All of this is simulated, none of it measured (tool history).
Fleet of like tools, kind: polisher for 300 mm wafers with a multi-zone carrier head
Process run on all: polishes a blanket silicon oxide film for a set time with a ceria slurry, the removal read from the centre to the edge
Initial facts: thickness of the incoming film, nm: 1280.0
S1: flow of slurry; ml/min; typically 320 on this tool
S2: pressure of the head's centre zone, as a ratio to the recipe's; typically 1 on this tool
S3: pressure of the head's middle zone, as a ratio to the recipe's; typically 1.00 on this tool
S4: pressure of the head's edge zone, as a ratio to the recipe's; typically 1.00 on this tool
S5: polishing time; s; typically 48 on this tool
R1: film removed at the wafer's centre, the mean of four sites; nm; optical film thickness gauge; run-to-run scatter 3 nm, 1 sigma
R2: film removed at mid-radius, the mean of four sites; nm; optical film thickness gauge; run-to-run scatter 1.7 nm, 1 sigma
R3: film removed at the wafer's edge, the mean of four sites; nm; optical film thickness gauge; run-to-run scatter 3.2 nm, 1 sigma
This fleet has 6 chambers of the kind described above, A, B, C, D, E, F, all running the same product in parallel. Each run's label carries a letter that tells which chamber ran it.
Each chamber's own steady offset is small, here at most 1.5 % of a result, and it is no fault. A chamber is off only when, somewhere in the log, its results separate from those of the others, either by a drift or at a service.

-- hour=8.5 chamber A: slurry nozzle cleaned
run 1D hour=9.2 | S1=320 S2=1 S3=1.00 S4=1.00 S5=48 | R1=220.69 R2=217.40 R3=213.32
-- hour=9.8 chamber D: slurry nozzle cleaned
-- hour=17.0 chamber A: edge zone pressure recalibrated
run 2E hour=17.6 | S1=320 S2=1 S3=1.00 S4=1.00 S5=48 | R1=217.92 R2=219.40 R3=219.55
run 3F hour=22.0 | S1=320 S2=1 S3=1.00 S4=1.00 S5=48 | R1=224.25 R2=224.08 R3=222.20
run 4C hour=28.3 | S1=320 S2=1 S3=1.00 S4=1.00 S5=48 | R1=222.83 R2=218.85 R3=223.79
run 5A hour=34.7 | S1=320 S2=1 S3=1.00 S4=1.00 S5=48 | R1=222.71 R2=220.42 R3=215.84
run 6B hour=43.6 | S1=320 S2=1 S3=1.00 S4=1.00 S5=48 | R1=217.34 R2=217.65 R3=219.13
-- hour=43.9 chamber C: worn pad replaced by a new one
-- hour=44.2 chamber F: worn pad replaced by a new one
-- hour=46.2 chamber D: worn pad replaced by a new one
-- hour=49.9 chamber B: worn pad replaced by a new one
run 7C hour=51.7 | S1=320 S2=1 S3=1.00 S4=1.00 S5=48 | R1=220.07 R2=221.28 R3=221.07
run 8E hour=57.8 | S1=320 S2=1 S3=0.92 S4=1.00 S5=48 | R1=218.98 R2=206.63 R3=220.93
-- hour=62.3 chamber B: centre zone pressure recalibrated
run 9F hour=66.8 | S1=320 S2=1 S3=0.92 S4=1.00 S5=48 | R1=227.15 R2=204.25 R3=221.80
run 10D hour=71.9 | S1=320 S2=1 S3=0.92 S4=1.00 S5=48 | R1=223.82 R2=204.35 R3=221.07
run 11B hour=77.1 | S1=320 S2=1 S3=0.92 S4=1.00 S5=48 | R1=217.64 R2=201.35 R3=219.60
-- hour=80.2 chamber B: edge zone pressure recalibrated
run 12A hour=83.4 | S1=320 S2=1 S3=0.92 S4=1.00 S5=48 | R1=220.89 R2=206.25 R3=215.98
run 13F hour=88.5 | S1=320 S2=1 S3=0.92 S4=1.00 S5=48 | R1=230.43 R2=204.25 R3=227.17
-- hour=91.9 chamber A: worn pad replaced by a new one
-- hour=92.0 chamber E: worn pad replaced by a new one
run 14B hour=96.5 | S1=320 S2=1 S3=0.90 S4=1.00 S5=48 | R1=222.33 R2=195.73 R3=223.20
-- hour=98.9 chamber C: worn pad replaced by a new one
-- hour=100.4 chamber B: slurry nozzle cleaned
run 15D hour=101.6 | S1=320 S2=1 S3=0.90 S4=1.00 S5=48 | R1=217.59 R2=197.29 R3=224.01
-- hour=104.9 chamber F: worn pad replaced by a new one
run 16E hour=109.5 | S1=320 S2=1 S3=0.90 S4=1.00 S5=48 | R1=216.15 R2=204.04 R3=220.32
run 17C hour=113.7 | S1=320 S2=1 S3=0.90 S4=1.00 S5=48 | R1=223.67 R2=203.09 R3=218.80
run 18A hour=118.8 | S1=320 S2=1 S3=0.90 S4=1.00 S5=48 | R1=225.61 R2=201.47 R3=226.29
run 19F hour=123.9 | S1=320 S2=1 S3=0.90 S4=1.00 S5=48 | R1=229.98 R2=205.34 R3=225.43
run 20C hour=129.8 | S1=320 S2=1 S3=1.00 S4=1.00 S5=48 | R1=223.98 R2=219.35 R3=212.97
-- hour=135.4 chamber D: worn pad replaced by a new one
run 21B hour=137.3 | S1=320 S2=1 S3=1.04 S4=1.08 S5=48 | R1=218.27 R2=227.86 R3=229.59
run 22A hour=143.6 | S1=320 S2=1 S3=1.04 S4=1.08 S5=48 | R1=219.29 R2=231.34 R3=228.14
run 23E hour=150.5 | S1=320 S2=1 S3=1.04 S4=1.08 S5=48 | R1=216.91 R2=232.01 R3=228.86
-- hour=155.2 chamber F: worn pad replaced by a new one
run 24D hour=156.7 | S1=320 S2=1 S3=1.04 S4=1.08 S5=48 | R1=219.04 R2=229.12 R3=227.90
run 25E hour=162.7 | S1=320 S2=1 S3=1.04 S4=1.08 S5=48 | R1=220.75 R2=229.13 R3=230.05
-- hour=165.0 chamber C: worn pad replaced by a new one
-- hour=165.6 chamber E: worn pad replaced by a new one
run 26C hour=171.5 | S1=320 S2=1 S3=1.04 S4=1.08 S5=48 | R1=218.42 R2=229.30 R3=231.59
run 27F hour=178.9 | S1=320 S2=1 S3=1.00 S4=1.00 S5=48 | R1=232.50 R2=223.70 R3=226.07
-- hour=181.2 chamber B: worn pad replaced by a new one
run 28A hour=184.1 | S1=320 S2=1 S3=1.00 S4=1.00 S5=48 | R1=218.92 R2=217.85 R3=220.75
run 29B hour=193.2 | S1=320 S2=1 S3=1.00 S4=1.00 S5=48 | R1=220.46 R2=220.19 R3=218.13
run 30D hour=201.4 | S1=320 S2=1 S3=1.00 S4=1.00 S5=48 | R1=220.99 R2=218.74 R3=215.73
-- hour=203.5 chamber A: worn pad replaced by a new one
run 31F hour=207.1 | S1=320 S2=1 S3=1.00 S4=1.00 S5=48 | R1=233.12 R2=223.66 R3=218.04
-- hour=207.6 chamber F: edge zone pressure recalibrated
run 32C hour=214.9 | S1=320 S2=1 S3=1.00 S4=1.00 S5=48 | R1=220.64 R2=220.23 R3=221.47
-- hour=215.3 chamber F: worn pad replaced by a new one
-- hour=215.7 chamber D: worn pad replaced by a new one
run 33A hour=220.6 | S1=320 S2=1 S3=1.00 S4=1.00 S5=48 | R1=220.01 R2=219.42 R3=218.31
-- hour=227.3 chamber E: slurry nozzle cleaned
run 34E hour=230.1 | S1=320 S2=1 S3=1.00 S4=1.00 S5=48 | R1=218.95 R2=225.81 R3=225.47
-- hour=231.0 chamber C: worn pad replaced by a new one
-- hour=232.0 chamber E: edge zone pressure recalibrated
-- hour=238.5 chamber E: worn pad replaced by a new one
run 35D hour=238.6 | S1=320 S2=1 S3=1.00 S4=1.00 S5=48 | R1=220.02 R2=218.33 R3=222.16
run 36B hour=244.3 | S1=320 S2=1 S3=1.00 S4=1.00 S5=48 | R1=216.50 R2=219.41 R3=219.12
run 37D hour=251.9 | S1=320 S2=1 S3=1.00 S4=1.00 S5=48 | R1=221.15 R2=221.05 R3=219.11
run 38C hour=258.2 | S1=320 S2=1 S3=1.00 S4=1.00 S5=48 | R1=223.99 R2=219.64 R3=222.69
run 39E hour=265.8 | S1=320 S2=1 S3=1.00 S4=1.00 S5=48 | R1=220.70 R2=223.18 R3=220.80
-- hour=267.0 chamber F: worn pad replaced by a new one
run 40A hour=270.0 | S1=320 S2=1 S3=1.00 S4=1.00 S5=48 | R1=220.55 R2=220.18 R3=218.19
run 41F hour=279.3 | S1=320 S2=1 S3=1.00 S4=1.00 S5=48 | R1=247.81 R2=220.12 R3=217.57
run 42B hour=288.3 | S1=320 S2=1 S3=1.00 S4=1.00 S5=48 | R1=220.02 R2=217.10 R3=215.42

Is one chamber out of step, is the gauge drifting, or do the chambers differ by no more than their own small offsets? For an off chamber, give its letter and the likeliest cause.

It is chamber F that slowly wanders off from its peers.
What lies behind it: centre zone's pressure above its setpoint, % = 9.24.

Chamber F could run next with any of the 4 candidate recipes listed below; each alters the usual settings, and their results appear as question marks. Which one brings its results back in line with what the other chambers deliver on the usual settings?
To be in line, a result may differ from the other chambers' mean on the usual settings by at most: R1 10.00 nm; R2 5.80 nm; R3 11.00 nm
run 43F-1 hour=295.1 | S1=335 S2=1.17 S3=0.98 S4=0.93 S5=50 | R1=? R2=? R3=?
run 43F-2 hour=295.1 | S1=310 S2=0.85 S3=1.01 S4=1.06 S5=46 | R1=? R2=? R3=?
run 43F-3 hour=295.1 | S1=325 S2=1.08 S3=0.99 S4=0.97 S5=49 | R1=? R2=? R3=?
run 43F-4 hour=295.1 | S1=315 S2=0.92 S3=1.01 S4=1.03 S5=47 | R1=? R2=? R3=?

Average result of the remaining chambers running the usual settings: R1 219.53 nm; R2 220.38 nm; R3 219.88 nm
run=43F-1 R1=300.54 R2=228.44 R3=222.28
run=43F-2 R1=194.33 R2=214.89 R3=217.49
run=43F-3 R1=269.57 R2=225.45 R3=222.02
run=43F-4 R1=216.82 R2=219.80 R3=219.13
Change 43F-4 lands the chamber within the allowed miss of the other chambers.
